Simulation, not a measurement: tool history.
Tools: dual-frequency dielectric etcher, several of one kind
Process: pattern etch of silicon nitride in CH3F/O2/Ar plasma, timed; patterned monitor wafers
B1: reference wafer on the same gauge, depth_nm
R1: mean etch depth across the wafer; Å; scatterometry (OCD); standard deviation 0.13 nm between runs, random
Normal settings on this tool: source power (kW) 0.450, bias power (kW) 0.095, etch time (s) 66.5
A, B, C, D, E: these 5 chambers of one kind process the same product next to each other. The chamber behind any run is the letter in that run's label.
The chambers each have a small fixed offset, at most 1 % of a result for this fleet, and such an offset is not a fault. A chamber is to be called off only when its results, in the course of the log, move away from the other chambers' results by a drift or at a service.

run 1C hour=6.3 | source_power_(kW)=0.450 bias_power_(kW)=0.095 etch_time_(s)=66.5 | B1=57.710 | R1=536.53
run 2D hour=18.9 | source_power_(kW)=0.450 bias_power_(kW)=0.095 etch_time_(s)=66.5 | B1=57.683 | R1=538.34
-- hour=28.1 chamber E: wet clean of the chamber
run 3A hour=28.8 | source_power_(kW)=0.450 bias_power_(kW)=0.095 etch_time_(s)=66.5 | B1=57.678 | R1=531.30
run 4E hour=39.1 | source_power_(kW)=0.450 bias_power_(kW)=0.095 etch_time_(s)=66.5 | B1=57.722 | R1=538.41
run 5B hour=46.3 | source_power_(kW)=0.450 bias_power_(kW)=0.095 etch_time_(s)=66.5 | B1=57.737 | R1=535.01
run 6D hour=54.9 | source_power_(kW)=0.450 bias_power_(kW)=0.095 etch_time_(s)=66.5 | B1=57.702 | R1=537.31
run 7C hour=66.4 | source_power_(kW)=0.450 bias_power_(kW)=0.095 etch_time_(s)=66.5 | B1=57.712 | R1=538.14
run 8B hour=75.8 | source_power_(kW)=0.450 bias_power_(kW)=0.095 etch_time_(s)=66.5 | B1=57.687 | R1=534.21
run 9E hour=85.0 | source_power_(kW)=0.530 bias_power_(kW)=0.103 etch_time_(s)=66.5 | B1=57.681 | R1=589.48
run 10A hour=92.1 | source_power_(kW)=0.530 bias_power_(kW)=0.103 etch_time_(s)=66.5 | B1=57.715 | R1=582.50
run 11D hour=100.5 | source_power_(kW)=0.530 bias_power_(kW)=0.103 etch_time_(s)=66.5 | B1=57.682 | R1=591.01
run 12C hour=112.1 | source_power_(kW)=0.530 bias_power_(kW)=0.103 etch_time_(s)=66.5 | B1=57.708 | R1=587.22
run 13B hour=124.4 | source_power_(kW)=0.530 bias_power_(kW)=0.103 etch_time_(s)=66.5 | B1=57.702 | R1=584.45
run 14A hour=134.3 | source_power_(kW)=0.450 bias_power_(kW)=0.095 etch_time_(s)=66.5 | B1=57.685 | R1=532.95
run 15E hour=141.8 | source_power_(kW)=0.450 bias_power_(kW)=0.095 etch_time_(s)=66.5 | B1=57.657 | R1=538.49
run 16A hour=149.2 | source_power_(kW)=0.450 bias_power_(kW)=0.095 etch_time_(s)=66.5 | B1=57.686 | R1=531.05
run 17D hour=158.8 | source_power_(kW)=0.450 bias_power_(kW)=0.095 etch_time_(s)=66.5 | B1=57.749 | R1=536.98
run 18B hour=168.2 | source_power_(kW)=0.450 bias_power_(kW)=0.095 etch_time_(s)=66.5 | B1=57.737 | R1=533.15
run 19C hour=177.7 | source_power_(kW)=0.450 bias_power_(kW)=0.095 etch_time_(s)=66.5 | B1=57.734 | R1=536.11
run 20E hour=188.0 | source_power_(kW)=0.450 bias_power_(kW)=0.109 etch_time_(s)=77.5 | B1=57.696 | R1=660.72
run 21D hour=194.1 | source_power_(kW)=0.450 bias_power_(kW)=0.109 etch_time_(s)=77.5 | B1=57.722 | R1=658.42
run 22B hour=202.8 | source_power_(kW)=0.450 bias_power_(kW)=0.109 etch_time_(s)=77.5 | B1=57.678 | R1=654.91
run 23A hour=215.6 | source_power_(kW)=0.450 bias_power_(kW)=0.109 etch_time_(s)=77.5 | B1=57.693 | R1=652.32
run 24E hour=222.7 | source_power_(kW)=0.450 bias_power_(kW)=0.109 etch_time_(s)=77.5 | B1=57.673 | R1=661.86
-- hour=233.2 chamber A: wet clean of the chamber
run 25C hour=236.1 | source_power_(kW)=0.450 bias_power_(kW)=0.095 etch_time_(s)=66.5 | B1=57.681 | R1=535.03
run 26B hour=244.5 | source_power_(kW)=0.450 bias_power_(kW)=0.095 etch_time_(s)=66.5 | B1=57.705 | R1=534.64
run 27D hour=253.5 | source_power_(kW)=0.450 bias_power_(kW)=0.095 etch_time_(s)=66.5 | B1=57.717 | R1=540.31
run 28E hour=260.9 | source_power_(kW)=0.450 bias_power_(kW)=0.095 etch_time_(s)=66.5 | B1=57.714 | R1=537.62
run 29C hour=268.0 | source_power_(kW)=0.450 bias_power_(kW)=0.095 etch_time_(s)=66.5 | B1=57.704 | R1=535.97
run 30A hour=280.3 | source_power_(kW)=0.450 bias_power_(kW)=0.095 etch_time_(s)=66.5 | B1=57.697 | R1=531.52
run 31E hour=289.4 | source_power_(kW)=0.450 bias_power_(kW)=0.095 etch_time_(s)=66.5 | B1=57.699 | R1=538.89
run 32B hour=302.7 | source_power_(kW)=0.450 bias_power_(kW)=0.095 etch_time_(s)=66.5 | B1=57.691 | R1=534.57
run 33A hour=308.5 | source_power_(kW)=0.450 bias_power_(kW)=0.109 etch_time_(s)=66.5 | B1=57.723 | R1=561.19
run 34C hour=320.3 | source_power_(kW)=0.450 bias_power_(kW)=0.109 etch_time_(s)=66.5 | B1=57.700 | R1=564.57
run 35D hour=329.0 | source_power_(kW)=0.450 bias_power_(kW)=0.109 etch_time_(s)=66.5 | B1=57.645 | R1=566.13
run 36A hour=336.1 | source_power_(kW)=0.450 bias_power_(kW)=0.109 etch_time_(s)=66.5 | B1=57.685 | R1=560.49
run 37C hour=348.3 | source_power_(kW)=0.450 bias_power_(kW)=0.109 etch_time_(s)=66.5 | B1=57.686 | R1=563.02
-- hour=353.1 chamber D: wet clean of the chamber
run 38D hour=356.8 | source_power_(kW)=0.450 bias_power_(kW)=0.095 etch_time_(s)=66.5 | B1=57.709 | R1=537.56
run 39E hour=369.0 | source_power_(kW)=0.450 bias_power_(kW)=0.095 etch_time_(s)=66.5 | B1=57.699 | R1=541.43
run 40B hour=381.7 | source_power_(kW)=0.450 bias_power_(kW)=0.095 etch_time_(s)=66.5 | B1=57.676 | R1=534.49
run 41E hour=388.8 | source_power_(kW)=0.450 bias_power_(kW)=0.095 etch_time_(s)=66.5 | B1=57.659 | R1=540.58

Next, every chamber runs the same settings. What will each give?
run 42A hour=398.5 | source_power_(kW)=0.450 bias_power_(kW)=0.095 etch_time_(s)=66.5 | R1=?
run 42B hour=398.5 | source_power_(kW)=0.450 bias_power_(kW)=0.095 etch_time_(s)=66.5 | R1=?
run 42C hour=398.5 | source_power_(kW)=0.450 bias_power_(kW)=0.095 etch_time_(s)=66.5 | R1=?
run 42D hour=398.5 | source_power_(kW)=0.450 bias_power_(kW)=0.095 etch_time_(s)=66.5 | R1=?
run 42E hour=398.5 | source_power_(kW)=0.450 bias_power_(kW)=0.095 etch_time_(s)=66.5 | R1=?

run=42A R1=530.26
run=42B R1=535.40
run=42C R1=536.02
run=42D R1=536.85
run=42E R1=540.37
